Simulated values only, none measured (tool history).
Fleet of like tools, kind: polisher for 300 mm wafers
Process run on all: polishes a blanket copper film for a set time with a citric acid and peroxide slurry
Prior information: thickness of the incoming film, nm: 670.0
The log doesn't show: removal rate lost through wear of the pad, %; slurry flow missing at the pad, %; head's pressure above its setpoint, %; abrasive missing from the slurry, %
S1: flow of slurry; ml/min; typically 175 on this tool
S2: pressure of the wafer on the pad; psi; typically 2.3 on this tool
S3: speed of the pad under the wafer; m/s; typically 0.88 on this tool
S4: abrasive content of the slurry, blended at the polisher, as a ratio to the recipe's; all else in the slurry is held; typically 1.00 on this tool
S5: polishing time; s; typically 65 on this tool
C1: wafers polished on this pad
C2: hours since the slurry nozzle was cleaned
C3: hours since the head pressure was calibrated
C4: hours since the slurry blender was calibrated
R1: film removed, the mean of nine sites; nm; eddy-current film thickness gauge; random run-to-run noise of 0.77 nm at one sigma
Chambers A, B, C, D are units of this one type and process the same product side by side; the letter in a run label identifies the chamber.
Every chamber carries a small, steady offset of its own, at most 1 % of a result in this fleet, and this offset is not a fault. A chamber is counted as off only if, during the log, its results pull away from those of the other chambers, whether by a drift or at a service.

run   hour   S1   S2    S3    S4  S5    C1     C2      C3     C4       R1
 1B    5.9  175  2.3  0.88  1.00  65  1037  583.7    21.0  104.7   94.453
 2C   10.9  175  2.3  0.88  1.00  65   635  432.6    68.4   83.1   92.799
      13.6  -- chamber C: worn pad replaced by a new one
 3D   13.8  175  2.3  0.88  1.00  65   525  153.1    53.1   44.2   93.839
 4A   19.2  175  2.3  0.88  1.00  65  1002  247.1  1122.4  317.8   93.055
 5D   22.9  175  2.3  0.88  1.00  65   583  162.2    62.2   53.3   93.031
      24.1  -- chamber B: slurry blender recalibrated
 6B   27.1  175  2.3  0.88  1.10  65  1172  604.9    42.2    3.0   94.978
 7A   32.7  175  2.3  0.88  1.10  65  1087  260.6  1135.9  331.3   94.727
 8C   37.0  175  2.3  0.88  1.10  65   149  458.7    94.5  109.2   95.463
 9C   41.9  175  2.3  0.88  1.10  65   180  463.6    99.4  114.1   94.846
10A   47.4  175  2.3  0.88  1.00  65  1181  275.3  1150.6  346.0   93.147
11B   50.6  175  2.3  0.88  1.00  65  1321  628.4    65.7   26.5   93.830
12D   56.5  175  2.3  0.88  1.00  65   796  195.8    95.8   86.9   92.650
13A   62.3  175  2.3  0.88  1.00  65  1275  290.2  1165.5  360.9   92.259
14C   65.7  175  2.3  0.88  1.00  65   331  487.4   123.2  137.9   92.180
15D   70.3  175  1.8  0.88  0.85  65   884  209.6   109.6  100.7   71.551
      71.5  -- chamber B: worn pad replaced by a new one
16B   75.1  175  1.8  0.88  0.85  65    23  652.9    90.2   51.0   70.925
17A   78.2  175  1.8  0.88  0.85  65  1376  306.1  1181.4  376.8   70.998
18B   81.7  175  1.8  0.88  0.85  65    64  659.5    96.8   57.6   71.193
      83.3  -- chamber A: head pressure recalibrated
      83.8  -- chamber A: slurry blender recalibrated
      86.1  -- chamber D: worn pad replaced by a new one
19D   87.7  175  2.3  0.88  1.00  65    10  227.0   127.0  118.1   92.785
20C   93.3  175  2.3  0.88  1.00  65   506  515.0   150.8  165.5   91.634
21C   96.5  175  2.3  0.88  1.00  65   527  518.2   154.0  168.7   91.504
      96.7  -- chamber A: worn pad replaced by a new one
22A   99.2  175  2.3  0.62  1.00  80    16  327.1    15.9   15.5   86.668
23D  102.8  175  2.3  0.62  1.00  80   106  242.1   142.1  133.2   81.197
     105.2  -- chamber B: slurry nozzle cleaned
24B  107.8  175  2.3  0.62  1.00  80   230    2.6   122.9   83.7   81.489
25C  113.7  175  2.3  0.62  1.00  80   636  535.4   171.2  185.9   81.779
26B  116.6  175  2.3  0.88  1.00  65   286   11.4   131.7   92.5   93.516
27A  119.5  175  2.3  0.88  1.00  65   145  347.4    36.2   35.8   97.014
     121.2  -- chamber C: worn pad replaced by a new one
28D  124.5  175  2.3  0.88  1.00  65   244  263.8   163.8  154.9   92.828
29C  129.9  175  2.3  0.88  1.00  65    55  551.6   187.4  202.1   92.229
     135.3  -- chamber C: slurry blender recalibrated
30A  135.5  175  2.3  0.88  1.00  65   246  363.4    52.2   51.8   97.521
31D  140.2  175  2.3  0.88  1.00  65   343  279.5   179.5  170.6   92.143
32B  145.1  175  2.3  0.88  1.00  65   467   39.9   160.2  121.0   93.558
33D  149.4  175  2.3  0.88  1.00  65   402  288.7   188.7  179.8   92.800
34C  154.7  175  2.3  0.88  1.00  65   213  576.4   212.2   19.5   93.031
     157.3  -- chamber B: slurry blender recalibrated
35A  160.2  200  2.3  1.14  1.00  65   403  388.1    76.9   76.5  127.130
     161.0  -- chamber C: slurry nozzle cleaned
36B  163.6  200  2.3  1.14  1.00  65   585   58.4   178.7    6.3  123.070
     166.2  -- chamber A: slurry nozzle cleaned
37C  167.8  200  2.3  1.14  1.00  65   296    6.8   225.3   32.6  121.260
38A  171.7  200  2.3  1.14  1.00  65   476    5.6    88.4   88.0  126.080
39D  175.9  175  2.3  0.88  1.00  65   570  315.2   215.2  206.3   93.109

Which is it: a chamber that has drifted or been left off by a service, a gauge drift common to all chambers, or only each chamber's usual small offset? If a chamber is off, name it and its likeliest cause.

A service on chamber A put it out of line with the rest.
Likeliest cause: head's pressure above its setpoint, % = 5.06.

Below are 4 candidate recipes for chamber A's next run, each the usual settings with a change, their results shown as question marks. Which of them brings A's results back in line with what the other chambers give on the usual settings?
In line here means within this much of the mean the other chambers give on the usual settings: R1 2.700 nm
40A-1  180.5  175  2.3  0.86  1.00  64                   ?
40A-2  180.5  175  2.4  0.90  1.00  67                   ?
40A-3  180.5  175  2.2  0.86  1.00  63                   ?
40A-4  180.5  175  2.3  0.88  1.20  65                   ?

On the usual settings, the other chambers give on average: R1 92.958 nm
  run       R1
40A-1   93.995
40A-2  107.280
40A-3   88.584
40A-4  101.510
40A-1 puts the chamber back in line with the other chambers.
